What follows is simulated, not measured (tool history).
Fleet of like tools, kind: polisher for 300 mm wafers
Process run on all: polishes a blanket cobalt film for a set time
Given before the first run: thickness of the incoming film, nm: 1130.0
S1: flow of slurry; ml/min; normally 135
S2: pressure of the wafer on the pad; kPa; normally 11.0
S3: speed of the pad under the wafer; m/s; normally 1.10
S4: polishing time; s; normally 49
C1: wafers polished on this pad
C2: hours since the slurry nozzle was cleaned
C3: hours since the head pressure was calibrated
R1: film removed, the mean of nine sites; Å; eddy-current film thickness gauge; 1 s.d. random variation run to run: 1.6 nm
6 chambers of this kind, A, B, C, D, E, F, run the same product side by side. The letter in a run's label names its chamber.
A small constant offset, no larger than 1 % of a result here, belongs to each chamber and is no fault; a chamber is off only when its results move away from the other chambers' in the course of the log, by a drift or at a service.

Run 1B, hour 5.6: usual settings; C1 270; C2 238.5; C3 45.1. Result: R1 2447.1 Å.
Run 2A, hour 12.3: usual settings; C1 546; C2 401.5; C3 556.0. Result: R1 2436.8 Å.
At hour 13.8: chamber A: worn pad replaced by a new one.
Run 3D, hour 17.7: usual settings; C1 1022; C2 706.5; C3 338.9. Result: R1 2449.2 Å.
Run 4C, hour 23.7: usual settings; C1 465; C2 348.2; C3 347.1. Result: R1 2412.6 Å.
At hour 26.7: chamber D: slurry nozzle cleaned.
Run 5E, hour 27.9: usual settings but S3 0.86 m/s, S4 54 s; C1 797; C2 219.4; C3 31.6. Result: R1 2126.4 Å.
At hour 31.1: chamber B: worn pad replaced by a new one.
Run 6F, hour 33.2: usual settings but S3 0.86 m/s, S4 54 s; C1 627; C2 100.2; C3 613.7. Result: R1 2108.3 Å.
Run 7F, hour 37.0: usual settings but S3 0.86 m/s, S4 54 s; C1 669; C2 104.0; C3 617.5. Result: R1 2109.6 Å.
At hour 39.2: chamber E: worn pad replaced by a new one.
Run 8B, hour 43.4: usual settings but S3 0.86 m/s, S4 54 s; C1 137; C2 276.3; C3 82.9. Result: R1 2084.9 Å.
Run 9E, hour 48.0: usual settings but S3 0.86 m/s, S4 54 s; C1 98; C2 239.5; C3 51.7. Result: R1 2126.3 Å.
At hour 50.2: chamber D: worn pad replaced by a new one.
Run 10A, hour 55.3: usual settings but S3 0.86 m/s, S4 54 s; C1 461; C2 444.5; C3 599.0. Result: R1 2093.5 Å.
Run 11C, hour 59.7: usual settings; C1 865; C2 384.2; C3 383.1. Result: R1 2423.3 Å.
Run 12D, hour 65.8: usual settings; C1 174; C2 39.2; C3 387.0. Result: R1 2439.5 Å.
At hour 65.9: chamber A: worn pad replaced by a new one.
At hour 69.4: chamber C: worn pad replaced by a new one.
Run 13F, hour 72.6: usual settings; C1 1065; C2 139.6; C3 653.1. Result: R1 2414.7 Å.
Run 14E, hour 77.8: usual settings; C1 429; C2 269.3; C3 81.5. Result: R1 2460.5 Å.
Run 15C, hour 83.6: usual settings; C1 158; C2 408.1; C3 407.0. Result: R1 2417.9 Å.
Run 16D, hour 88.6: usual settings; C1 427; C2 62.0; C3 409.8. Result: R1 2443.6 Å.
Run 17A, hour 95.0: usual settings; C1 323; C2 484.2; C3 638.7. Result: R1 2431.8 Å.
At hour 95.3: chamber B: worn pad replaced by a new one.
At hour 98.2: chamber C: slurry nozzle cleaned.
Run 18B, hour 99.9: usual settings; C1 52; C2 332.8; C3 139.4. Result: R1 2445.9 Å.
Run 19C, hour 105.3: usual settings; C1 399; C2 7.2; C3 428.7. Result: R1 2411.4 Å.
Run 20A, hour 112.0: usual settings; C1 512; C2 501.2; C3 655.7. Result: R1 2435.2 Å.
At hour 114.3: chamber A: worn pad replaced by a new one.
Run 21D, hour 119.1: usual settings but S3 1.38 m/s, S4 57 s; C1 766; C2 92.5; C3 440.3. Result: R1 3531.9 Å.
At hour 119.4: chamber F: worn pad replaced by a new one.
Run 22E, hour 124.9: usual settings but S3 1.38 m/s, S4 57 s; C1 952; C2 316.4; C3 128.6. Result: R1 3562.1 Å.
Run 23F, hour 131.5: usual settings but S3 1.38 m/s, S4 57 s; C1 134; C2 198.5; C3 712.0. Result: R1 3546.6 Å.
Run 24B, hour 135.4: usual settings but S3 1.38 m/s, S4 57 s; C1 446; C2 368.3; C3 174.9. Result: R1 3523.2 Å.
At hour 139.2: chamber E: worn pad replaced by a new one.
Run 25E, hour 142.5: usual settings but S3 1.38 m/s, S4 57 s; C1 36; C2 334.0; C3 146.2. Result: R1 3563.0 Å.
At hour 143.2: chamber F: head pressure recalibrated.
At hour 145.4: chamber B: worn pad replaced by a new one.
Run 26A, hour 148.2: usual settings but S3 1.38 m/s, S4 57 s; C1 377; C2 537.4; C3 691.9. Result: R1 3519.3 Å.
At hour 153.5: chamber D: worn pad replaced by a new one.
Run 27F, hour 155.2: usual settings; C1 397; C2 222.2; C3 12.0. Result: R1 2625.4 Å.
Run 28D, hour 161.6: usual settings but S2 14.5 kPa, S4 63 s; C1 90; C2 135.0; C3 482.8. Result: R1 4110.9 Å.
At hour 161.7: chamber A: worn pad replaced by a new one.
Run 29B, hour 168.3: usual settings but S2 14.5 kPa, S4 63 s; C1 254; C2 401.2; C3 207.8. Result: R1 4145.6 Å.
Run 30C, hour 173.6: usual settings but S2 14.5 kPa, S4 63 s; C1 1157; C2 75.5; C3 497.0. Result: R1 4049.8 Å.
At hour 174.8: chamber C: worn pad replaced by a new one.
Run 31C, hour 179.7: usual settings but S2 14.5 kPa, S4 63 s; C1 54; C2 81.6; C3 503.1. Result: R1 4079.7 Å.
Run 32F, hour 187.0: usual settings but S2 14.5 kPa, S4 63 s; C1 750; C2 254.0; C3 43.8. Result: R1 4440.4 Å.
Run 33B, hour 191.1: usual settings but S2 14.5 kPa, S4 63 s; C1 507; C2 424.0; C3 230.6. Result: R1 4060.4 Å.
Run 34E, hour 198.6: usual settings; C1 659; C2 390.1; C3 202.3. Result: R1 2469.8 Å.
Run 35A, hour 205.3: usual settings; C1 485; C2 594.5; C3 749.0. Result: R1 2423.6 Å.
At hour 208.1: chamber B: worn pad replaced by a new one.
At hour 209.1: chamber A: worn pad replaced by a new one.
Run 36D, hour 210.6: usual settings; C1 635; C2 184.0; C3 531.8. Result: R1 2447.4 Å.
Run 37F, hour 216.7: usual settings but S3 0.88 m/s; C1 1080; C2 283.7; C3 73.5. Result: R1 2112.0 Å.
Run 38A, hour 223.0: usual settings but S3 0.88 m/s; C1 155; C2 612.2; C3 766.7. Result: R1 1948.9 Å.
Run 39B, hour 227.5: usual settings but S3 0.88 m/s; C1 215; C2 460.4; C3 267.0. Result: R1 1930.3 Å.
Run 40C, hour 232.8: usual settings but S3 0.88 m/s; C1 644; C2 134.7; C3 556.2. Result: R1 1945.3 Å.
Run 41D, hour 239.1: usual settings but S3 0.88 m/s; C1 951; C2 212.5; C3 560.3. Result: R1 1978.3 Å.

All 6 chambers run these settings next. Forecast each chamber's results:
Run 42A, hour 244.5: usual settings but S1 150 ml/min. Result: R1 ?.
Run 42B, hour 244.5: usual settings but S1 150 ml/min. Result: R1 ?.
Run 42C, hour 244.5: usual settings but S1 150 ml/min. Result: R1 ?.
Run 42D, hour 244.5: usual settings but S1 150 ml/min. Result: R1 ?.
Run 42E, hour 244.5: usual settings but S1 150 ml/min. Result: R1 ?.
Run 42F, hour 244.5: usual settings but S1 150 ml/min. Result: R1 ?.

run      R1
42A  2462.0
42B  2491.7
42C  2465.3
42D  2481.5
42E  2498.7
42F  2697.0
